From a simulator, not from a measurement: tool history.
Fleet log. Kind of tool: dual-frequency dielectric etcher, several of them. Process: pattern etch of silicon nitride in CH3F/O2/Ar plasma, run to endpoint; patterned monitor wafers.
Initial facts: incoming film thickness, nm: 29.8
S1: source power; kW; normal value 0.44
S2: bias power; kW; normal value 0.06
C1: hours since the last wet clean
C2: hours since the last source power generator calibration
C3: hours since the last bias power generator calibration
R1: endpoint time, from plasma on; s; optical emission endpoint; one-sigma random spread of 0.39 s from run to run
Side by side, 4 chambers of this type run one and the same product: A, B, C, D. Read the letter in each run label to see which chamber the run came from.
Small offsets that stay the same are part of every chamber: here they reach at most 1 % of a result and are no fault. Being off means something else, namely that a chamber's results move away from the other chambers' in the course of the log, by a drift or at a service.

| run | hour | S1 | S2 | C1 | C2 | C3 | R1 |
|---|---|---|---|---|---|---|---|
| 1A | 4.4 | 0.44 | 0.06 | 167.4 | 470.7 | 1226.1 | 44.303 |
| 2B | 12.2 | 0.44 | 0.06 | 54.1 | 3043.9 | 2612.1 | 44.082 |
| 3C | 19.1 | 0.44 | 0.06 | 58.2 | 711.9 | 3165.6 | 44.667 |
| 4D | 25.7 | 0.44 | 0.06 | 170.4 | 234 | 1773.8 | 43.78 |
| 5B | 29.9 | 0.44 | 0.06 | 71.8 | 3061.6 | 2629.8 | 44.272 |
| 6A | 35.8 | 0.44 | 0.06 | 198.8 | 502.1 | 1257.5 | 44.233 |
| 7D | 41.9 | 0.44 | 0.06 | 186.6 | 250.2 | 1790 | 44.141 |
| 8C | 47.3 | 0.44 | 0.06 | 86.4 | 740.1 | 3193.8 | 44.084 |
| 9D | 55.4 | 0.44 | 0.06 | 200.1 | 263.7 | 1803.5 | 43.62 |
| 10B | 60 | 0.44 | 0.06 | 101.9 | 3091.7 | 2659.9 | 44.249 |
| 11C | 67 | 0.44 | 0.06 | 106.1 | 759.8 | 3213.5 | 44.374 |
| 12A | 73.2 | 0.44 | 0.06 | 236.2 | 539.5 | 1294.9 | 43.534 |
| 13C | 78.2 | 0.44 | 0.06 | 117.3 | 771 | 3224.7 | 44.206 |
| 14D | 82.7 | 0.44 | 0.06 | 227.4 | 291 | 1830.8 | 44.549 |
| 15A | 88.7 | 0.44 | 0.06 | 251.7 | 555 | 1310.4 | 44.34 |
| 16B | 96.9 | 0.44 | 0.06 | 138.8 | 3128.6 | 2696.8 | 44.705 |
| 17A | 102.7 | 0.44 | 0.06 | 265.7 | 569 | 1324.4 | 44.69 |
| 18B | 108.1 | 0.44 | 0.06 | 150 | 3139.8 | 2708 | 43.663 |
|  | 112.7 | chamber D: bias power generator calibrated |
| 19D | 115.3 | 0.44 | 0.06 | 260 | 323.6 | 2.6 | 43.857 |
| 20C | 121.7 | 0.44 | 0.06 | 160.8 | 814.5 | 3268.2 | 44.195 |
| 21B | 130 | 0.44 | 0.06 | 171.9 | 3161.7 | 2729.9 | 43.931 |
| 22A | 136.6 | 0.44 | 0.06 | 299.6 | 602.9 | 1358.3 | 43.816 |
| 23C | 143.2 | 0.36 | 0.065 | 182.3 | 836 | 3289.7 | 46.446 |
| 24D | 151.3 | 0.36 | 0.065 | 296 | 359.6 | 38.6 | 46.228 |
| 25B | 157 | 0.36 | 0.065 | 198.9 | 3188.7 | 2756.9 | 46.937 |
| 26C | 161.8 | 0.36 | 0.065 | 200.9 | 854.6 | 3308.3 | 47.657 |
| 27D | 166.1 | 0.44 | 0.06 | 310.8 | 374.4 | 53.4 | 44.033 |
| 28A | 170.4 | 0.44 | 0.06 | 333.4 | 636.7 | 1392.1 | 43.763 |
| 29D | 175.2 | 0.44 | 0.06 | 319.9 | 383.5 | 62.5 | 43.848 |
| 30B | 183.7 | 0.44 | 0.06 | 225.6 | 3215.4 | 2783.6 | 44.718 |
| 31C | 187.8 | 0.44 | 0.06 | 226.9 | 880.6 | 3334.3 | 44.537 |
| 32A | 196.3 | 0.44 | 0.06 | 359.3 | 662.6 | 1418 | 44.084 |
| 33A | 202.7 | 0.44 | 0.06 | 365.7 | 669 | 1424.4 | 43.624 |
| 34B | 207.8 | 0.44 | 0.06 | 249.7 | 3239.5 | 2807.7 | 44.529 |
| 35C | 212.7 | 0.44 | 0.06 | 251.8 | 905.5 | 3359.2 | 44.298 |

The same settings go to every chamber for the next run, one line per chamber below. Forecast the results for each:
| 36A | 219 | 0.44 | 0.06 |  |  |  | ? |
| 36B | 219 | 0.44 | 0.06 |  |  |  | ? |
| 36C | 219 | 0.44 | 0.06 |  |  |  | ? |
| 36D | 219 | 0.44 | 0.06 |  |  |  | ? |

| run | R1 |
|---|---|
| 36A | 44.409 |
| 36B | 45.399 |
| 36C | 44.018 |
| 36D | 43.629 |
